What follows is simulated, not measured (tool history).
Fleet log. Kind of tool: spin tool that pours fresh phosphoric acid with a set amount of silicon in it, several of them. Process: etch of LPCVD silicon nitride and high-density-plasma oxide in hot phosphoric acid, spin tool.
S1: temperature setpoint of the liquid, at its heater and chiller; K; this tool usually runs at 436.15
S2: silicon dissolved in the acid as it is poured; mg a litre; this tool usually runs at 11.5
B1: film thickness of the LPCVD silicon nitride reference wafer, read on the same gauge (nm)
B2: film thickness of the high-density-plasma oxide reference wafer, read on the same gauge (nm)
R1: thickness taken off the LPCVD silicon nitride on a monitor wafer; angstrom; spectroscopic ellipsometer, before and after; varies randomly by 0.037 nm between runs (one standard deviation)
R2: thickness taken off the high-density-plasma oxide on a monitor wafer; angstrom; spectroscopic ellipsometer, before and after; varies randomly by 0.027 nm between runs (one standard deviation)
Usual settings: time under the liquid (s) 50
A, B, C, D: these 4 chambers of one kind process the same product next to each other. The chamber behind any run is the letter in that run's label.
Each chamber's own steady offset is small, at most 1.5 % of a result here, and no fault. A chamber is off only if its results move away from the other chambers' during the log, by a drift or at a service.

{"hour": 7.1, "done": "chamber B: heated supply line repaired"}
{"run": "1A", "hour": 15.0, "S1": 436.15, "S2": 11.5, "time under the liquid (s)": 50, "B1": 29.971, "B2": 110.01, "R1": 51.392, "R2": 1.9053}
{"run": "2C", "hour": 22.6, "S1": 436.15, "S2": 11.5, "time under the liquid (s)": 50, "B1": 30.008, "B2": 110.01, "R1": 50.661, "R2": 2.6212}
{"run": "3D", "hour": 33.8, "S1": 436.15, "S2": 11.5, "time under the liquid (s)": 50, "B1": 30.012, "B2": 110.01, "R1": 51.542, "R2": 2.2895}
{"run": "4B", "hour": 41.3, "S1": 436.15, "S2": 11.5, "time under the liquid (s)": 50, "B1": 29.997, "B2": 110.01, "R1": 50.947, "R2": 2.1987}
{"run": "5C", "hour": 49.9, "S1": 436.15, "S2": 7.0, "time under the liquid (s)": 25, "B1": 30.001, "B2": 109.99, "R1": 25.766, "R2": 1.1987}
{"run": "6D", "hour": 60.3, "S1": 436.15, "S2": 7.0, "time under the liquid (s)": 25, "B1": 29.987, "B2": 109.99, "R1": 25.162, "R2": 1.2119}
{"run": "7B", "hour": 70.6, "S1": 436.15, "S2": 7.0, "time under the liquid (s)": 25, "B1": 29.984, "B2": 110.0, "R1": 25.157, "R2": 1.0606}
{"run": "8A", "hour": 81.6, "S1": 436.15, "S2": 7.0, "time under the liquid (s)": 25, "B1": 29.999, "B2": 109.99, "R1": 25.372, "R2": 1.2097}
{"hour": 86.4, "done": "chamber D: dissolved silicon flow meter replaced"}
{"run": "9B", "hour": 90.6, "S1": 436.15, "S2": 6.0, "time under the liquid (s)": 50, "B1": 30.004, "B2": 109.99, "R1": 50.953, "R2": 2.3547}
{"run": "10C", "hour": 103.4, "S1": 436.15, "S2": 6.0, "time under the liquid (s)": 50, "B1": 30.016, "B2": 109.99, "R1": 51.614, "R2": 3.0372}
{"run": "11D", "hour": 116.6, "S1": 436.15, "S2": 6.0, "time under the liquid (s)": 50, "B1": 29.993, "B2": 110.02, "R1": 51.37, "R2": 2.4337}
{"run": "12A", "hour": 128.1, "S1": 436.15, "S2": 6.0, "time under the liquid (s)": 50, "B1": 30.02, "B2": 110.0, "R1": 51.432, "R2": 2.2495}
{"hour": 131.9, "done": "chamber C: dissolved silicon flow meter replaced"}
{"run": "13B", "hour": 138.1, "S1": 436.15, "S2": 11.5, "time under the liquid (s)": 50, "B1": 29.972, "B2": 110.01, "R1": 50.416, "R2": 2.0583}
{"run": "14D", "hour": 147.7, "S1": 436.15, "S2": 11.5, "time under the liquid (s)": 50, "B1": 29.998, "B2": 109.99, "R1": 50.785, "R2": 1.6817}
{"run": "15C", "hour": 158.1, "S1": 436.15, "S2": 11.5, "time under the liquid (s)": 50, "B1": 30.013, "B2": 110.0, "R1": 51.406, "R2": 2.1513}
{"run": "16A", "hour": 165.1, "S1": 436.15, "S2": 11.5, "time under the liquid (s)": 50, "B1": 29.999, "B2": 110.02, "R1": 51.199, "R2": 2.045}
{"run": "17A", "hour": 176.1, "S1": 436.15, "S2": 11.5, "time under the liquid (s)": 50, "B1": 30.028, "B2": 110.0, "R1": 51.432, "R2": 2.3713}
{"hour": 176.6, "done": "chamber C: heated supply line repaired"}
{"run": "18D", "hour": 185.4, "S1": 436.15, "S2": 11.5, "time under the liquid (s)": 50, "B1": 29.986, "B2": 109.99, "R1": 51.537, "R2": 2.2887}
{"run": "19B", "hour": 195.0, "S1": 435.15, "S2": 11.5, "time under the liquid (s)": 60, "B1": 30.016, "B2": 109.99, "R1": 58.926, "R2": 2.8411}
{"run": "20C", "hour": 206.4, "S1": 435.15, "S2": 11.5, "time under the liquid (s)": 60, "B1": 29.987, "B2": 110.02, "R1": 59.048, "R2": 2.3416}
{"run": "21B", "hour": 215.4, "S1": 435.15, "S2": 11.5, "time under the liquid (s)": 60, "B1": 29.984, "B2": 110.0, "R1": 59.491, "R2": 2.646}
{"run": "22A", "hour": 228.5, "S1": 435.15, "S2": 11.5, "time under the liquid (s)": 60, "B1": 29.995, "B2": 110.01, "R1": 59.021, "R2": 2.4009}
{"run": "23C", "hour": 238.4, "S1": 436.15, "S2": 11.5, "time under the liquid (s)": 50, "B1": 29.978, "B2": 110.03, "R1": 51.765, "R2": 2.0374}
{"run": "24D", "hour": 253.6, "S1": 437.65, "S2": 7.5, "time under the liquid (s)": 50, "B1": 30.005, "B2": 110.02, "R1": 53.81, "R2": 2.1977}
{"run": "25A", "hour": 265.3, "S1": 437.65, "S2": 7.5, "time under the liquid (s)": 50, "B1": 30.014, "B2": 109.97, "R1": 53.794, "R2": 2.4605}
{"run": "26C", "hour": 276.4, "S1": 437.65, "S2": 7.5, "time under the liquid (s)": 50, "B1": 30.0, "B2": 109.99, "R1": 53.721, "R2": 3.1096}
{"run": "27D", "hour": 287.9, "S1": 437.65, "S2": 7.5, "time under the liquid (s)": 50, "B1": 29.997, "B2": 110.01, "R1": 53.61, "R2": 2.6437}
{"run": "28B", "hour": 295.2, "S1": 436.15, "S2": 11.5, "time under the liquid (s)": 50, "B1": 30.021, "B2": 110.01, "R1": 50.99, "R2": 1.9342}

Read the log: is a single chamber off, either drifting away or since a service, is the gauge that measures every chamber drifting, or is nothing wrong beyond small per-chamber offsets? Name any odd chamber and what most likely caused it.

Neither any chamber nor the gauge drifts; the chambers differ only by their own small, steady offsets.

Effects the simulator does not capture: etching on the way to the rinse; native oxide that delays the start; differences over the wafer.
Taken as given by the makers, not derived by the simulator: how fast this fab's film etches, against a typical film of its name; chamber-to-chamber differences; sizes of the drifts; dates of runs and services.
